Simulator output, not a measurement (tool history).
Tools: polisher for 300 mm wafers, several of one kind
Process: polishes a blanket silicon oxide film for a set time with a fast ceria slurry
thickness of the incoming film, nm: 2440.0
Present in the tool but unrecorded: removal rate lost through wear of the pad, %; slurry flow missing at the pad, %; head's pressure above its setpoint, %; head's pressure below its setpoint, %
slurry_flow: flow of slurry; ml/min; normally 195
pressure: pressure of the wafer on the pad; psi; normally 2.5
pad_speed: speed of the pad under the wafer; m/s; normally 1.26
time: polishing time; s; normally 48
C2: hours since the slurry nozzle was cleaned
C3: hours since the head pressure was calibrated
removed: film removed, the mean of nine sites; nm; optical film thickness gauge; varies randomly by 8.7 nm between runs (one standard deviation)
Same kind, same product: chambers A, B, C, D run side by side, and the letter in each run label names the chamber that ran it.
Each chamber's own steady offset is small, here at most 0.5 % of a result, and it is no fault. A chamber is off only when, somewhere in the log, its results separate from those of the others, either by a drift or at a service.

run 1B hour=9.3 | slurry_flow=195 pressure=2.5 pad_speed=1.26 time=48 | wafers_polished_on_this_pad=1222 C2=94.7 C3=661.8 | removed=1011.40
-- hour=21.6 chamber B: worn pad replaced by a new one
run 2A hour=22.5 | slurry_flow=195 pressure=2.5 pad_speed=1.26 time=48 | wafers_polished_on_this_pad=659 C2=619.8 C3=341.3 | removed=1008.60
run 3D hour=36.9 | slurry_flow=195 pressure=2.5 pad_speed=1.26 time=48 | wafers_polished_on_this_pad=636 C2=45.2 C3=621.3 | removed=993.63
run 4C hour=48.6 | slurry_flow=195 pressure=2.5 pad_speed=1.26 time=48 | wafers_polished_on_this_pad=744 C2=542.8 C3=162.6 | removed=985.27
run 5A hour=62.4 | slurry_flow=195 pressure=2.5 pad_speed=1.26 time=48 | wafers_polished_on_this_pad=1232 C2=659.7 C3=381.2 | removed=1000.90
run 6C hour=75.8 | slurry_flow=195 pressure=2.5 pad_speed=1.26 time=48 | wafers_polished_on_this_pad=1135 C2=570.0 C3=189.8 | removed=1000.10
-- hour=80.0 chamber C: worn pad replaced by a new one
run 7D hour=84.6 | slurry_flow=195 pressure=2.5 pad_speed=1.26 time=48 | wafers_polished_on_this_pad=1321 C2=92.9 C3=669.0 | removed=985.48
-- hour=88.3 chamber D: worn pad replaced by a new one
run 8B hour=99.5 | slurry_flow=195 pressure=2.5 pad_speed=1.26 time=48 | wafers_polished_on_this_pad=1119 C2=184.9 C3=752.0 | removed=992.51
-- hour=106.8 chamber A: slurry nozzle cleaned
run 9B hour=109.9 | slurry_flow=195 pressure=2.5 pad_speed=1.40 time=60 | wafers_polished_on_this_pad=1268 C2=195.3 C3=762.4 | removed=1386.40
run 10C hour=121.8 | slurry_flow=195 pressure=2.5 pad_speed=1.40 time=60 | wafers_polished_on_this_pad=600 C2=616.0 C3=235.8 | removed=1362.20
-- hour=128.0 chamber B: worn pad replaced by a new one
run 11A hour=132.6 | slurry_flow=195 pressure=2.5 pad_speed=1.40 time=60 | wafers_polished_on_this_pad=2240 C2=25.8 C3=451.4 | removed=1389.20
run 12D hour=143.9 | slurry_flow=195 pressure=2.5 pad_speed=1.40 time=60 | wafers_polished_on_this_pad=798 C2=152.2 C3=728.3 | removed=1355.70
-- hour=154.4 chamber C: worn pad replaced by a new one
run 13B hour=159.5 | slurry_flow=195 pressure=2.5 pad_speed=1.26 time=48 | wafers_polished_on_this_pad=453 C2=244.9 C3=812.0 | removed=991.11
run 14A hour=172.3 | slurry_flow=195 pressure=2.5 pad_speed=1.26 time=48 | wafers_polished_on_this_pad=2809 C2=65.5 C3=491.1 | removed=1004.80
run 15C hour=179.8 | slurry_flow=195 pressure=2.5 pad_speed=1.26 time=48 | wafers_polished_on_this_pad=365 C2=674.0 C3=293.8 | removed=1007.70
-- hour=182.3 chamber D: worn pad replaced by a new one
-- hour=184.3 chamber D: head pressure recalibrated
run 16D hour=189.3 | slurry_flow=195 pressure=2.5 pad_speed=1.26 time=48 | wafers_polished_on_this_pad=101 C2=197.6 C3=5.1 | removed=974.12
-- hour=202.4 chamber C: slurry nozzle cleaned
run 17A hour=203.3 | slurry_flow=195 pressure=2.5 pad_speed=1.26 time=48 | wafers_polished_on_this_pad=3255 C2=96.5 C3=522.1 | removed=971.08
-- hour=209.9 chamber C: head pressure recalibrated
run 18C hour=215.1 | slurry_flow=195 pressure=2.5 pad_speed=1.26 time=48 | wafers_polished_on_this_pad=872 C2=12.8 C3=5.2 | removed=996.17
run 19B hour=230.4 | slurry_flow=195 pressure=2.5 pad_speed=1.26 time=48 | wafers_polished_on_this_pad=1471 C2=315.8 C3=882.9 | removed=1007.30
run 20D hour=238.0 | slurry_flow=195 pressure=2.9 pad_speed=1.26 time=59 | wafers_polished_on_this_pad=800 C2=246.3 C3=53.8 | removed=1391.20
-- hour=243.4 chamber B: worn pad replaced by a new one
-- hour=250.7 chamber C: worn pad replaced by a new one
run 21C hour=254.0 | slurry_flow=195 pressure=2.9 pad_speed=1.26 time=59 | wafers_polished_on_this_pad=47 C2=51.7 C3=44.1 | removed=1422.50
-- hour=261.2 chamber B: slurry nozzle cleaned
run 22A hour=267.4 | slurry_flow=195 pressure=2.9 pad_speed=1.26 time=59 | wafers_polished_on_this_pad=4175 C2=160.6 C3=586.2 | removed=1356.50
-- hour=268.2 chamber D: worn pad replaced by a new one
-- hour=271.4 chamber B: head pressure recalibrated
run 23D hour=276.0 | slurry_flow=195 pressure=2.9 pad_speed=1.26 time=59 | wafers_polished_on_this_pad=112 C2=284.3 C3=91.8 | removed=1411.10
run 24B hour=290.1 | slurry_flow=195 pressure=2.5 pad_speed=1.26 time=48 | wafers_polished_on_this_pad=671 C2=29.0 C3=18.8 | removed=994.21
run 25D hour=298.5 | slurry_flow=195 pressure=2.5 pad_speed=1.26 time=48 | wafers_polished_on_this_pad=435 C2=306.8 C3=114.3 | removed=981.01
run 26A hour=309.7 | slurry_flow=195 pressure=2.5 pad_speed=1.26 time=48 | wafers_polished_on_this_pad=4782 C2=202.9 C3=628.5 | removed=954.68
run 27C hour=323.2 | slurry_flow=195 pressure=2.5 pad_speed=1.26 time=48 | wafers_polished_on_this_pad=1040 C2=120.9 C3=113.3 | removed=1003.80
run 28B hour=338.7 | slurry_flow=140 pressure=2.5 pad_speed=1.26 time=54 | wafers_polished_on_this_pad=1369 C2=77.6 C3=67.4 | removed=1051.10
-- hour=343.0 chamber C: worn pad replaced by a new one
run 29C hour=350.2 | slurry_flow=140 pressure=2.5 pad_speed=1.26 time=54 | wafers_polished_on_this_pad=104 C2=147.9 C3=140.3 | removed=1065.80
-- hour=357.5 chamber B: worn pad replaced by a new one
-- hour=361.2 chamber D: worn pad replaced by a new one
run 30B hour=362.0 | slurry_flow=140 pressure=2.5 pad_speed=1.26 time=54 | wafers_polished_on_this_pad=64 C2=100.9 C3=90.7 | removed=1069.70
run 31D hour=371.6 | slurry_flow=140 pressure=2.5 pad_speed=1.26 time=54 | wafers_polished_on_this_pad=149 C2=379.9 C3=187.4 | removed=1061.30
run 32A hour=385.7 | slurry_flow=195 pressure=2.5 pad_speed=1.26 time=48 | wafers_polished_on_this_pad=5873 C2=278.9 C3=704.5 | removed=935.25
run 33D hour=399.7 | slurry_flow=195 pressure=2.5 pad_speed=1.26 time=48 | wafers_polished_on_this_pad=553 C2=408.0 C3=215.5 | removed=966.34
run 34C hour=410.1 | slurry_flow=195 pressure=2.5 pad_speed=1.26 time=48 | wafers_polished_on_this_pad=964 C2=207.8 C3=200.2 | removed=992.12
run 35A hour=425.7 | slurry_flow=195 pressure=2.5 pad_speed=1.26 time=48 | wafers_polished_on_this_pad=6448 C2=318.9 C3=744.5 | removed=922.90

Read the log: is a single chamber off, either drifting away or since a service, is the gauge that measures every chamber drifting, or is nothing wrong beyond small per-chamber offsets? Name any odd chamber and what most likely caused it.

One chamber, A, drifts off from the rest bit by bit.
Most likely cause: removal rate lost through wear of the pad, % = 7.92.
Not necessarily distinguishable in this log from: slurry flow missing at the pad, %; head's pressure below its setpoint, %.

Chamber A could run next with any of the 4 candidate recipes listed below; each alters the usual settings, and their results appear as question marks. Which one brings its results back in line with what the other chambers deliver on the usual settings?
A result is in line if it is within this distance of the other chambers' mean on the usual settings: removed 31.00 nm
run 36A-1 hour=437.4 | slurry_flow=195 pressure=2.5 pad_speed=1.22 time=46 | removed=?
run 36A-2 hour=437.4 | slurry_flow=195 pressure=2.6 pad_speed=1.28 time=49 | removed=?
run 36A-3 hour=437.4 | slurry_flow=195 pressure=2.7 pad_speed=1.26 time=51 | removed=?
run 36A-4 hour=437.4 | slurry_flow=195 pressure=2.5 pad_speed=1.18 time=45 | removed=?

Mean of the other chambers on the usual settings: removed 991.67 nm
run=36A-1 removed=854.42
run=36A-2 removed=993.56
run=36A-3 removed=1057.10
run=36A-4 removed=808.24
36A-2 puts the chamber back in line with the other chambers.
